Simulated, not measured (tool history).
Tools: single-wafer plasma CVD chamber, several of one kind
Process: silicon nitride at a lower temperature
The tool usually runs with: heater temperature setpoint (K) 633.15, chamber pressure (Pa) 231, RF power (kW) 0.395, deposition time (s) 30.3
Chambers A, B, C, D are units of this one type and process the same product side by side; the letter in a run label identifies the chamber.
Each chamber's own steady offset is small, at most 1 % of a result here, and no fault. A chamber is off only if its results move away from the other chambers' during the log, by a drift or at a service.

run,hour,heater temperature setpoint (K),chamber pressure (Pa),RF power (kW),deposition time (s),hours since the last thermocouple change,hours since the last RF generator calibration,hours since the last manometer calibration,"read-back reference wafer on the same gauge, thickness_nm",mean film thickness on the monitor wafer (nm)
1D,5.0,633.15,231,0.395,30.3,1024.6,179.6,1524.2,50.902,43.117
2B,7.4,633.15,231,0.395,30.3,1674.5,1071.5,1217.2,50.897,43.534
3A,10.8,633.15,231,0.395,30.3,317.2,859.7,1464.2,50.936,42.937
4C,15.1,633.15,231,0.395,30.3,1171.6,496.9,584.7,50.895,43.488
5D,19.0,633.15,231,0.395,30.3,1038.6,193.6,1538.2,50.875,43.138
6A,21.8,633.15,231,0.395,30.3,328.2,870.7,1475.2,50.883,42.871
7B,24.6,619.15,231,0.395,34.1,1691.7,1088.7,1234.4,50.899,49.249
8C,29.2,619.15,231,0.395,34.1,1185.7,511.0,598.8,50.901,49.217
9A,31.4,619.15,231,0.395,34.1,337.8,880.3,1484.8,50.914,48.624
10D,34.0,619.15,231,0.395,34.1,1053.6,208.6,1553.2,50.890,48.859
11B,36.3,633.15,231,0.395,25.0,1703.4,1100.4,1246.1,50.885,35.909
12C,40.4,633.15,231,0.395,25.0,1196.9,522.2,610.0,50.893,35.984
13D,45.3,633.15,231,0.395,25.0,1064.9,219.9,1564.5,50.898,35.535
14C,48.3,633.15,231,0.395,25.0,1204.8,530.1,617.9,50.883,36.114
15A,53.4,633.15,231,0.395,30.3,359.8,902.3,1506.8,50.900,42.999
16B,55.5,633.15,231,0.395,30.3,1722.6,1119.6,1265.3,50.857,43.373
17A,60.0,619.15,231,0.325,30.3,366.4,908.9,1513.4,50.906,38.005
18D,63.3,619.15,231,0.325,30.3,1082.9,237.9,1582.5,50.909,38.148
19C,67.7,619.15,231,0.325,30.3,1224.2,549.5,637.3,50.901,38.676
20B,70.4,619.15,231,0.325,30.3,1737.5,1134.5,1280.2,50.929,38.604
21C,74.7,633.15,231,0.395,30.3,1231.2,556.5,644.3,50.926,43.726
22B,78.5,633.15,231,0.395,30.3,1745.6,1142.6,1288.3,50.875,43.432
23D,82.5,633.15,231,0.395,30.3,1102.1,257.1,1601.7,50.896,43.007
24A,84.7,633.15,231,0.395,30.3,391.1,933.6,1538.1,50.914,42.837
25A,88.2,633.15,231,0.395,30.3,394.6,937.1,1541.6,50.919,42.976
26C,90.6,633.15,231,0.395,30.3,1247.1,572.4,660.2,50.904,43.735
27B,94.6,633.15,231,0.395,30.3,1761.7,1158.7,1304.4,50.889,43.439
28D,97.7,633.15,231,0.395,30.3,1117.3,272.3,1616.9,50.874,43.155
# hour 101.3: chamber D: thermocouple changed; heater temperature recalibrated
# hour 101.7: chamber B: RF generator calibrated
29A,102.6,639.15,231,0.395,30.3,409.0,951.5,1556.0,50.894,42.903
30D,104.9,639.15,231,0.395,30.3,3.7,279.5,1624.1,50.883,43.023
31B,107.8,639.15,231,0.395,30.3,1774.9,6.1,1317.6,50.904,43.454
32C,110.5,639.15,231,0.395,30.3,1267.0,592.3,680.1,50.900,43.614

Next, every chamber runs the same settings. What will each give?
33A,114.1,633.15,183,0.395,30.3,,,,,?
33B,114.1,633.15,183,0.395,30.3,,,,,?
33C,114.1,633.15,183,0.395,30.3,,,,,?
33D,114.1,633.15,183,0.395,30.3,,,,,?

run,mean film thickness on the monitor wafer (nm)
33A,40.247
33B,40.626
33C,40.930
33D,40.331
